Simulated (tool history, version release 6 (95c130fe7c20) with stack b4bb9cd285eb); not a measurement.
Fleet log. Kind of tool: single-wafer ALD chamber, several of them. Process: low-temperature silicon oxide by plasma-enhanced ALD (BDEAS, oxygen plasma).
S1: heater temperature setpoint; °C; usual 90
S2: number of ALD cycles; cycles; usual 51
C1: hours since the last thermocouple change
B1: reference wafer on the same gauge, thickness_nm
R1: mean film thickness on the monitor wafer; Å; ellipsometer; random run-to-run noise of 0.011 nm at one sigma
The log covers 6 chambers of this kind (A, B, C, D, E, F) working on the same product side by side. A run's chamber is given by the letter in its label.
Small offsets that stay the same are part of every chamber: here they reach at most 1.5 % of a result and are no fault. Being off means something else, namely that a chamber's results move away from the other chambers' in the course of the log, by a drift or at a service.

{"run": "1C", "day": 0.329, "S1": 90, "S2": 51, "C1": 1035.8, "B1": 8.8293, "R1": 75.463}
{"run": "2E", "day": 0.604, "S1": 90, "S2": 51, "C1": 578.3, "B1": 8.8358, "R1": 76.198}
{"run": "3D", "day": 0.867, "S1": 90, "S2": 51, "C1": 1327.1, "B1": 8.8314, "R1": 75.605}
{"run": "4A", "day": 1.221, "S1": 90, "S2": 51, "C1": 44.9, "B1": 8.8368, "R1": 76.07}
{"run": "5B", "day": 1.721, "S1": 90, "S2": 51, "C1": 163.6, "B1": 8.8347, "R1": 76.143}
{"run": "6F", "day": 2.104, "S1": 90, "S2": 51, "C1": 183.2, "B1": 8.8364, "R1": 75.173}
{"run": "7F", "day": 2.417, "S1": 90, "S2": 51, "C1": 190.7, "B1": 8.8407, "R1": 75.468}
{"run": "8A", "day": 2.854, "S1": 90, "S2": 51, "C1": 84.1, "B1": 8.8405, "R1": 75.989}
{"run": "9D", "day": 3.358, "S1": 90, "S2": 51, "C1": 1386.9, "B1": 8.844, "R1": 75.702}
{"run": "10C", "day": 3.583, "S1": 98, "S2": 51, "C1": 1113.9, "B1": 8.846, "R1": 73.42}
{"run": "11E", "day": 3.938, "S1": 98, "S2": 51, "C1": 658.3, "B1": 8.8436, "R1": 74.16}
{"run": "12B", "day": 4.412, "S1": 98, "S2": 51, "C1": 228.2, "B1": 8.8461, "R1": 74.455}
{"run": "13D", "day": 4.767, "S1": 98, "S2": 51, "C1": 1420.7, "B1": 8.8492, "R1": 73.645}
{"run": "14B", "day": 5.033, "S1": 98, "S2": 51, "C1": 243.1, "B1": 8.8488, "R1": 74.54}
{"run": "15A", "day": 5.538, "S1": 98, "S2": 51, "C1": 148.5, "B1": 8.8522, "R1": 74.355}
{"run": "16E", "day": 5.771, "S1": 90, "S2": 51, "C1": 702.3, "B1": 8.8506, "R1": 76.318}
{"run": "17C", "day": 6.212, "S1": 90, "S2": 51, "C1": 1177, "B1": 8.8522, "R1": 75.591}
{"run": "18F", "day": 6.733, "S1": 90, "S2": 51, "C1": 294.3, "B1": 8.8558, "R1": 75.598}
{"run": "19E", "day": 7.167, "S1": 90, "S2": 51, "C1": 735.8, "B1": 8.8546, "R1": 76.568}
{"run": "20F", "day": 7.421, "S1": 90, "S2": 51, "C1": 310.8, "B1": 8.8562, "R1": 75.599}
{"run": "21A", "day": 7.779, "S1": 90, "S2": 51, "C1": 202.3, "B1": 8.862, "R1": 76.423}
{"run": "22D", "day": 8.075, "S1": 90, "S2": 51, "C1": 1500.1, "B1": 8.8597, "R1": 75.836}
{"run": "23C", "day": 8.383, "S1": 90, "S2": 51, "C1": 1229.1, "B1": 8.8631, "R1": 75.701}
{"run": "24B", "day": 8.9, "S1": 90, "S2": 51, "C1": 335.9, "B1": 8.8616, "R1": 76.636}
{"run": "25A", "day": 9.279, "S1": 90, "S2": 51, "C1": 238.3, "B1": 8.8648, "R1": 76.373}
{"run": "26E", "day": 9.588, "S1": 95, "S2": 47, "C1": 793.9, "B1": 8.8655, "R1": 69.228}
{"run": "27C", "day": 10.0, "S1": 95, "S2": 47, "C1": 1267.9, "B1": 8.8658, "R1": 68.601}
{"run": "28D", "day": 10.358, "S1": 95, "S2": 47, "C1": 1554.9, "B1": 8.8691, "R1": 68.921}
{"run": "29B", "day": 10.592, "S1": 95, "S2": 47, "C1": 376.5, "B1": 8.8726, "R1": 69.328}
{"run": "30F", "day": 11.008, "S1": 95, "S2": 47, "C1": 396.9, "B1": 8.8724, "R1": 68.474}
{"run": "31B", "day": 11.375, "S1": 95, "S2": 47, "C1": 395.3, "B1": 8.8732, "R1": 69.275}
{"run": "32F", "day": 11.888, "S1": 90, "S2": 51, "C1": 418, "B1": 8.8764, "R1": 75.575}
{"run": "33C", "day": 12.288, "S1": 98, "S2": 58, "C1": 1322.8, "B1": 8.8767, "R1": 83.567}
{"run": "34E", "day": 12.788, "S1": 98, "S2": 58, "C1": 870.7, "B1": 8.8761, "R1": 84.526}
{"run": "35A", "day": 13.112, "S1": 98, "S2": 58, "C1": 330.3, "B1": 8.8811, "R1": 84.27}
{"run": "36D", "day": 13.504, "S1": 98, "S2": 58, "C1": 1630.4, "B1": 8.8837, "R1": 84.138}
{"run": "37A", "day": 13.838, "S1": 98, "S2": 58, "C1": 347.7, "B1": 8.8816, "R1": 84.675}
{"run": "38F", "day": 14.075, "S1": 98, "S2": 58, "C1": 470.5, "B1": 8.8793, "R1": 83.845}

Next, all 6 chambers run the settings below, one line each with question marks for the results. What does each chamber give?
{"run": "39A", "day": 14.45, "S1": 90, "S2": 51, "R1": "?"}
{"run": "39B", "day": 14.45, "S1": 90, "S2": 51, "R1": "?"}
{"run": "39C", "day": 14.45, "S1": 90, "S2": 51, "R1": "?"}
{"run": "39D", "day": 14.45, "S1": 90, "S2": 51, "R1": "?"}
{"run": "39E", "day": 14.45, "S1": 90, "S2": 51, "R1": "?"}
{"run": "39F", "day": 14.45, "S1": 90, "S2": 51, "R1": "?"}

run=39A R1=76.787
run=39B R1=76.84
run=39C R1=75.782
run=39D R1=76.184
run=39E R1=76.577
run=39F R1=75.928
